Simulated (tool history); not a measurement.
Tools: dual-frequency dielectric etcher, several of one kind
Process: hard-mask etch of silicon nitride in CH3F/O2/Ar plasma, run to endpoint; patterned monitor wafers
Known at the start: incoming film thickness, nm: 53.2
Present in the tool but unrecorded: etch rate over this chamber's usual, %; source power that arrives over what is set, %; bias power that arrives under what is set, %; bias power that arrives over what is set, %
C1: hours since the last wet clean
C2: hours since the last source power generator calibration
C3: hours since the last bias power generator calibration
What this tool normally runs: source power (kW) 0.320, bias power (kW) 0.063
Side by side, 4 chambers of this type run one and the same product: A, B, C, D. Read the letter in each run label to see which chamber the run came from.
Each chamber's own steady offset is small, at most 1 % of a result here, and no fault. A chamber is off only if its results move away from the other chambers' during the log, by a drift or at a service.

run 1B hour=5.8 | source_power_(kW)=0.320 bias_power_(kW)=0.063 | C1=182.1 C2=114.2 C3=1851.8 | endpoint_time_(s)=86.919
run 2A hour=11.4 | source_power_(kW)=0.320 bias_power_(kW)=0.063 | C1=166.2 C2=1865.3 C3=465.9 | endpoint_time_(s)=89.346
run 3D hour=14.2 | source_power_(kW)=0.320 bias_power_(kW)=0.063 | C1=393.9 C2=1553.2 C3=3947.2 | endpoint_time_(s)=87.214
run 4C hour=19.8 | source_power_(kW)=0.320 bias_power_(kW)=0.063 | C1=197.7 C2=4152.5 C3=2440.2 | endpoint_time_(s)=87.754
run 5A hour=25.0 | source_power_(kW)=0.320 bias_power_(kW)=0.063 | C1=179.8 C2=1878.9 C3=479.5 | endpoint_time_(s)=88.072
run 6D hour=30.4 | source_power_(kW)=0.320 bias_power_(kW)=0.063 | C1=410.1 C2=1569.4 C3=3963.4 | endpoint_time_(s)=86.452
run 7B hour=35.1 | source_power_(kW)=0.320 bias_power_(kW)=0.063 | C1=211.4 C2=143.5 C3=1881.1 | endpoint_time_(s)=85.822
run 8C hour=37.9 | source_power_(kW)=0.320 bias_power_(kW)=0.063 | C1=215.8 C2=4170.6 C3=2458.3 | endpoint_time_(s)=88.161
run 9A hour=41.3 | source_power_(kW)=0.320 bias_power_(kW)=0.063 | C1=196.1 C2=1895.2 C3=495.8 | endpoint_time_(s)=86.923
run 10B hour=44.1 | source_power_(kW)=0.260 bias_power_(kW)=0.063 | C1=220.4 C2=152.5 C3=1890.1 | endpoint_time_(s)=93.362
run 11C hour=48.0 | source_power_(kW)=0.260 bias_power_(kW)=0.063 | C1=225.9 C2=4180.7 C3=2468.4 | endpoint_time_(s)=95.494
run 12D hour=51.6 | source_power_(kW)=0.260 bias_power_(kW)=0.063 | C1=431.3 C2=1590.6 C3=3984.6 | endpoint_time_(s)=93.108
run 13B hour=56.1 | source_power_(kW)=0.260 bias_power_(kW)=0.063 | C1=232.4 C2=164.5 C3=1902.1 | endpoint_time_(s)=93.079
run 14C hour=59.4 | source_power_(kW)=0.320 bias_power_(kW)=0.063 | C1=237.3 C2=4192.1 C3=2479.8 | endpoint_time_(s)=87.174
run 15A hour=63.1 | source_power_(kW)=0.250 bias_power_(kW)=0.071 | C1=217.9 C2=1917.0 C3=517.6 | endpoint_time_(s)=92.594
run 16D hour=67.2 | source_power_(kW)=0.250 bias_power_(kW)=0.071 | C1=446.9 C2=1606.2 C3=4000.2 | endpoint_time_(s)=91.412
run 17B hour=70.6 | source_power_(kW)=0.250 bias_power_(kW)=0.071 | C1=246.9 C2=179.0 C3=1916.6 | endpoint_time_(s)=91.046
run 18D hour=74.6 | source_power_(kW)=0.250 bias_power_(kW)=0.071 | C1=454.3 C2=1613.6 C3=4007.6 | endpoint_time_(s)=90.616
run 19A hour=79.8 | source_power_(kW)=0.320 bias_power_(kW)=0.063 | C1=234.6 C2=1933.7 C3=534.3 | endpoint_time_(s)=87.299
run 20C hour=84.4 | source_power_(kW)=0.320 bias_power_(kW)=0.063 | C1=262.3 C2=4217.1 C3=2504.8 | endpoint_time_(s)=87.442
run 21A hour=89.6 | source_power_(kW)=0.320 bias_power_(kW)=0.063 | C1=244.4 C2=1943.5 C3=544.1 | endpoint_time_(s)=84.852
run 22D hour=93.2 | source_power_(kW)=0.320 bias_power_(kW)=0.063 | C1=472.9 C2=1632.2 C3=4026.2 | endpoint_time_(s)=86.440
run 23C hour=96.1 | source_power_(kW)=0.320 bias_power_(kW)=0.063 | C1=274.0 C2=4228.8 C3=2516.5 | endpoint_time_(s)=87.156
run 24B hour=100.5 | source_power_(kW)=0.320 bias_power_(kW)=0.063 | C1=276.8 C2=208.9 C3=1946.5 | endpoint_time_(s)=87.007
run 25B hour=103.5 | source_power_(kW)=0.320 bias_power_(kW)=0.063 | C1=279.8 C2=211.9 C3=1949.5 | endpoint_time_(s)=86.998
run 26D hour=108.5 | source_power_(kW)=0.320 bias_power_(kW)=0.063 | C1=488.2 C2=1647.5 C3=4041.5 | endpoint_time_(s)=86.092
run 27A hour=111.4 | source_power_(kW)=0.320 bias_power_(kW)=0.063 | C1=266.2 C2=1965.3 C3=565.9 | endpoint_time_(s)=85.605
run 28C hour=115.8 | source_power_(kW)=0.320 bias_power_(kW)=0.063 | C1=293.7 C2=4248.5 C3=2536.2 | endpoint_time_(s)=87.947
run 29B hour=119.1 | source_power_(kW)=0.320 bias_power_(kW)=0.063 | C1=295.4 C2=227.5 C3=1965.1 | endpoint_time_(s)=86.603
run 30C hour=121.8 | source_power_(kW)=0.320 bias_power_(kW)=0.063 | C1=299.7 C2=4254.5 C3=2542.2 | endpoint_time_(s)=88.448
run 31D hour=126.0 | source_power_(kW)=0.320 bias_power_(kW)=0.063 | C1=505.7 C2=1665.0 C3=4059.0 | endpoint_time_(s)=86.846
run 32A hour=130.8 | source_power_(kW)=0.320 bias_power_(kW)=0.063 | C1=285.6 C2=1984.7 C3=585.3 | endpoint_time_(s)=83.828
run 33A hour=133.7 | source_power_(kW)=0.320 bias_power_(kW)=0.063 | C1=288.5 C2=1987.6 C3=588.2 | endpoint_time_(s)=83.729

Predict what each chamber gives when all 4 of them run the settings below next.
run 34A hour=137.8 | source_power_(kW)=0.380 bias_power_(kW)=0.063 | endpoint_time_(s)=?
run 34B hour=137.8 | source_power_(kW)=0.380 bias_power_(kW)=0.063 | endpoint_time_(s)=?
run 34C hour=137.8 | source_power_(kW)=0.380 bias_power_(kW)=0.063 | endpoint_time_(s)=?
run 34D hour=137.8 | source_power_(kW)=0.380 bias_power_(kW)=0.063 | endpoint_time_(s)=?

run=34A endpoint_time_(s)=78.440
run=34B endpoint_time_(s)=81.281
run=34C endpoint_time_(s)=81.304
run=34D endpoint_time_(s)=80.553
